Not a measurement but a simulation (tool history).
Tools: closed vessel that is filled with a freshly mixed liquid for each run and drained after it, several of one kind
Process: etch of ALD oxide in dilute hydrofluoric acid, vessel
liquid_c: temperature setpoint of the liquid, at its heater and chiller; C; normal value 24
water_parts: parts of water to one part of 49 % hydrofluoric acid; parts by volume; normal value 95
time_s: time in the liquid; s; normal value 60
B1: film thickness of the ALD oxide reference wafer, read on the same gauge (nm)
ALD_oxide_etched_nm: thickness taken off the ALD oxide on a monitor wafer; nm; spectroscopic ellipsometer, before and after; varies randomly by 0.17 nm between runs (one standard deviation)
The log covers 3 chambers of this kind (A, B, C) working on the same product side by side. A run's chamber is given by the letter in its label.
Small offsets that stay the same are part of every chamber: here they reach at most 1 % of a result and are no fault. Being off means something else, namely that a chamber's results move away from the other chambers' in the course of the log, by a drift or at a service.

{"run": "1C", "hour": 6.2, "liquid_c": 24, "water_parts": 95, "time_s": 60, "B1": 120, "ALD_oxide_etched_nm": 20.561}
{"run": "2A", "hour": 15.9, "liquid_c": 24, "water_parts": 95, "time_s": 60, "B1": 119.99, "ALD_oxide_etched_nm": 20.599}
{"run": "3B", "hour": 23.0, "liquid_c": 24, "water_parts": 95, "time_s": 60, "B1": 120.01, "ALD_oxide_etched_nm": 20.742}
{"run": "4A", "hour": 30.6, "liquid_c": 24, "water_parts": 95, "time_s": 60, "B1": 120, "ALD_oxide_etched_nm": 20.836}
{"run": "5B", "hour": 44.1, "liquid_c": 19.5, "water_parts": 95, "time_s": 60, "B1": 120, "ALD_oxide_etched_nm": 17.463}
{"run": "6C", "hour": 53.4, "liquid_c": 19.5, "water_parts": 95, "time_s": 60, "B1": 120, "ALD_oxide_etched_nm": 17.133}
{"run": "7B", "hour": 65.9, "liquid_c": 19.5, "water_parts": 95, "time_s": 60, "B1": 120.02, "ALD_oxide_etched_nm": 17.237}
{"run": "8A", "hour": 75.0, "liquid_c": 24, "water_parts": 95, "time_s": 75, "B1": 119.98, "ALD_oxide_etched_nm": 25.617}
{"run": "9C", "hour": 82.8, "liquid_c": 24, "water_parts": 95, "time_s": 75, "B1": 120, "ALD_oxide_etched_nm": 25.752}
{"run": "10C", "hour": 90.4, "liquid_c": 24, "water_parts": 95, "time_s": 75, "B1": 120, "ALD_oxide_etched_nm": 25.733}
{"run": "11A", "hour": 98.8, "liquid_c": 24, "water_parts": 110, "time_s": 60, "B1": 119.99, "ALD_oxide_etched_nm": 17.261}
{"run": "12B", "hour": 110.4, "liquid_c": 24, "water_parts": 110, "time_s": 60, "B1": 120, "ALD_oxide_etched_nm": 17.647}
{"run": "13B", "hour": 116.5, "liquid_c": 24, "water_parts": 110, "time_s": 60, "B1": 120, "ALD_oxide_etched_nm": 17.387}
{"run": "14A", "hour": 125.3, "liquid_c": 24, "water_parts": 95, "time_s": 60, "B1": 119.99, "ALD_oxide_etched_nm": 20.392}
{"run": "15C", "hour": 135.5, "liquid_c": 24, "water_parts": 95, "time_s": 60, "B1": 120, "ALD_oxide_etched_nm": 20.716}
{"run": "16B", "hour": 145.4, "liquid_c": 24, "water_parts": 95, "time_s": 60, "B1": 120, "ALD_oxide_etched_nm": 20.633}
{"run": "17C", "hour": 156.5, "liquid_c": 24, "water_parts": 95, "time_s": 60, "B1": 120, "ALD_oxide_etched_nm": 20.452}
{"run": "18A", "hour": 164.8, "liquid_c": 24, "water_parts": 95, "time_s": 60, "B1": 120, "ALD_oxide_etched_nm": 20.291}
{"run": "19C", "hour": 171.9, "liquid_c": 24, "water_parts": 95, "time_s": 60, "B1": 119.98, "ALD_oxide_etched_nm": 21.012}
{"run": "20B", "hour": 178.5, "liquid_c": 24, "water_parts": 95, "time_s": 60, "B1": 120.01, "ALD_oxide_etched_nm": 20.782}
{"run": "21A", "hour": 188.0, "liquid_c": 24, "water_parts": 95, "time_s": 60, "B1": 120, "ALD_oxide_etched_nm": 19.843}
{"run": "22C", "hour": 201.3, "liquid_c": 24, "water_parts": 95, "time_s": 60, "B1": 119.98, "ALD_oxide_etched_nm": 20.54}
{"run": "23A", "hour": 209.3, "liquid_c": 24, "water_parts": 95, "time_s": 60, "B1": 120.01, "ALD_oxide_etched_nm": 19.97}
{"run": "24B", "hour": 218.4, "liquid_c": 24, "water_parts": 95, "time_s": 60, "B1": 120.01, "ALD_oxide_etched_nm": 20.74}
{"run": "25B", "hour": 226.5, "liquid_c": 24, "water_parts": 95, "time_s": 60, "B1": 119.99, "ALD_oxide_etched_nm": 20.704}
{"run": "26C", "hour": 237.4, "liquid_c": 24, "water_parts": 95, "time_s": 60, "B1": 120.01, "ALD_oxide_etched_nm": 20.85}
{"hour": 249.6, "done": "chamber C: hydrofluoric acid flow meter replaced"}
{"run": "27A", "hour": 251.1, "liquid_c": 24, "water_parts": 95, "time_s": 60, "B1": 120, "ALD_oxide_etched_nm": 19.587}
{"run": "28C", "hour": 257.6, "liquid_c": 24, "water_parts": 95, "time_s": 60, "B1": 120, "ALD_oxide_etched_nm": 20.425}
{"run": "29B", "hour": 269.9, "liquid_c": 24, "water_parts": 95, "time_s": 60, "B1": 119.97, "ALD_oxide_etched_nm": 20.72}
{"hour": 271.1, "done": "chamber A: hydrofluoric acid flow meter replaced"}
{"run": "30A", "hour": 276.8, "liquid_c": 24, "water_parts": 95, "time_s": 60, "B1": 119.99, "ALD_oxide_etched_nm": 19.482}

Which is it: a chamber that has drifted or been left off by a service, a gauge drift common to all chambers, or only each chamber's usual small offset? If a chamber is off, name it and its likeliest cause.

Chamber A drifts away from the others.
Most likely cause: liquid colder than its thermometer reads (K) = 1.15.

Below are 4 candidate recipes for chamber A's next run, each the usual settings with a change, their results shown as question marks. Which of them brings A's results back in line with what the other chambers give on the usual settings?
In line means no further than this from the other chambers' mean on the usual settings: ALD_oxide_etched_nm 0.59 nm
{"run": "31A-1", "hour": 286.8, "liquid_c": 27, "water_parts": 95, "time_s": 60, "ALD_oxide_etched_nm": "?"}
{"run": "31A-2", "hour": 286.8, "liquid_c": 24, "water_parts": 90, "time_s": 60, "ALD_oxide_etched_nm": "?"}
{"run": "31A-3", "hour": 286.8, "liquid_c": 24, "water_parts": 100, "time_s": 60, "ALD_oxide_etched_nm": "?"}
{"run": "31A-4", "hour": 286.8, "liquid_c": 21, "water_parts": 95, "time_s": 60, "ALD_oxide_etched_nm": "?"}

Other chambers, usual settings, mean: ALD_oxide_etched_nm 20.726 nm
run=31A-1 ALD_oxide_etched_nm=22.109
run=31A-2 ALD_oxide_etched_nm=20.871
run=31A-3 ALD_oxide_etched_nm=18.546
run=31A-4 ALD_oxide_etched_nm=17.401
31A-2 is the one that brings the chamber's results back in line with the other chambers.

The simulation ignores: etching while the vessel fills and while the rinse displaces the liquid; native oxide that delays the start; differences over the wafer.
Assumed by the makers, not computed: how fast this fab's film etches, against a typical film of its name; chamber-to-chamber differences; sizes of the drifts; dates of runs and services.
